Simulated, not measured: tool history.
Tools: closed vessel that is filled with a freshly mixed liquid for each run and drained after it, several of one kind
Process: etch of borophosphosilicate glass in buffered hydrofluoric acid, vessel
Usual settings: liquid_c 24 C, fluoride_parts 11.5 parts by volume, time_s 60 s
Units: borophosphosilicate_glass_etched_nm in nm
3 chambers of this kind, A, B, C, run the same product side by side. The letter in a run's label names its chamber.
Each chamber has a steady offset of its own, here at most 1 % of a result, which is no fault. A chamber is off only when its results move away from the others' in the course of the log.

run   hour  liquid_c  fluoride_parts  time_s  hours since the thermometer was replaced  hours since the hydrofluoric acid flow meter was replaced  read-back film thickness of the borophosphosilicate glass reference wafer, read on the same gauge (nm)  borophosphosilicate_glass_etched_nm
 1B    6.2        24            11.5      60                                    3170.2                                                      443.2                                                                                                  89.993                               65.382
 2C   11.3        24            11.5      60                                     661.9                                                      268.3                                                                                                  90.015                               65.423
 3A   18.1        24            11.5      60                                     895.9                                                        511                                                                                                  89.985                               64.846
 4A     24        24            11.5      60                                     901.8                                                      516.9                                                                                                  89.986                               65.002
 5B   33.1        26            11.5      85                                    3197.1                                                      470.1                                                                                                  89.952                               102.84
 6C   42.3        26            11.5      85                                     692.9                                                      299.3                                                                                                  90.006                               102.98
 7A     47        26            11.5      85                                     924.8                                                      539.9                                                                                                  89.944                               101.26
 8C   52.6        24            11.5      60                                     703.2                                                      309.6                                                                                                   90.01                               65.639
 9B   58.9        24            11.5      60                                    3222.9                                                      495.9                                                                                                   89.97                               65.706
10B   68.4        24            11.5      60                                    3232.4                                                      505.4                                                                                                  90.056                               65.479
11A   73.9      19.5            11.5      85                                     951.7                                                      566.8                                                                                                  90.025                               73.108
12C     83      19.5            11.5      85                                     733.6                                                        340                                                                                                   89.98                               72.727
13A   91.4      19.5            11.5      85                                     969.2                                                      584.3                                                                                                  90.017                               73.394
14B    101      27.5            11.5      60                                      3265                                                        538                                                                                                  90.004                               79.678
     104.3  -- chamber B: thermometer replaced
15C  110.2      27.5            11.5      60                                     760.8                                                      367.2                                                                                                  89.989                               78.256
16B  119.8      27.5            11.5      60                                      15.6                                                      556.8                                                                                                  90.007                               79.911
17C    128        24            11.5      60                                     778.6                                                        385                                                                                                  89.979                               65.349
18A  133.8        24            11.5      60                                    1011.6                                                      626.7                                                                                                   90.01                               66.929
19C    142        24            11.5      60                                     792.6                                                        399                                                                                                  90.008                                 66.2
20A  149.8        24            11.5      60                                    1027.6                                                      642.7                                                                                                  90.002                               66.927
21B  154.4        24            11.5      75                                      50.2                                                      591.4                                                                                                  90.027                               82.436
22B  164.4        24            11.5      75                                      60.2                                                      601.4                                                                                                  90.017                               82.907
23A  171.9        24            11.5      75                                    1049.7                                                      664.8                                                                                                  90.022                                83.51
24C  177.8        24            11.5      60                                     828.4                                                      434.8                                                                                                  90.013                               64.715
25B  182.7        24            11.5      60                                      78.5                                                      619.7                                                                                                  89.953                               66.106
26C  190.9        24            11.5      60                                     841.5                                                      447.9                                                                                                  90.011                               65.801
27A  200.2        24            11.5      60                                      1078                                                      693.1                                                                                                  90.012                                 67.8

What goes on in this fleet: one chamber off, a drifting gauge, or nothing beyond the chambers' own small offsets? Name the chamber and the cause, if any.

Chamber A drifts away from the others.
Cause: hydrofluoric acid flow above the setpoint (%) = 5.52.
The log may not tell that from: liquid hotter than its thermometer reads (K).

Here are 4 candidates for chamber A's next run, each the usual settings with a change, their results left as question marks. Which one brings its results back in line with what the others give on the usual settings?
In line means no further than this from the other chambers' mean on the usual settings: borophosphosilicate_glass_etched_nm 1.7 nm
28A-1  207.3        25            11.5      60                                                                                                                                                                                                                                                 ?
28A-2  207.3        23            11.5      60                                                                                                                                                                                                                                                 ?
28A-3  207.3        24            11.5      55                                                                                                                                                                                                                                                 ?
28A-4  207.3        24            10.5      60                                                                                                                                                                                                                                                 ?

The other chambers' mean on the usual settings: borophosphosilicate_glass_etched_nm 65.554 nm
  run  borophosphosilicate_glass_etched_nm
28A-1                               72.133
28A-2                               64.827
28A-3                               62.694
28A-4                               74.579
28A-2 brings the chamber back in line.
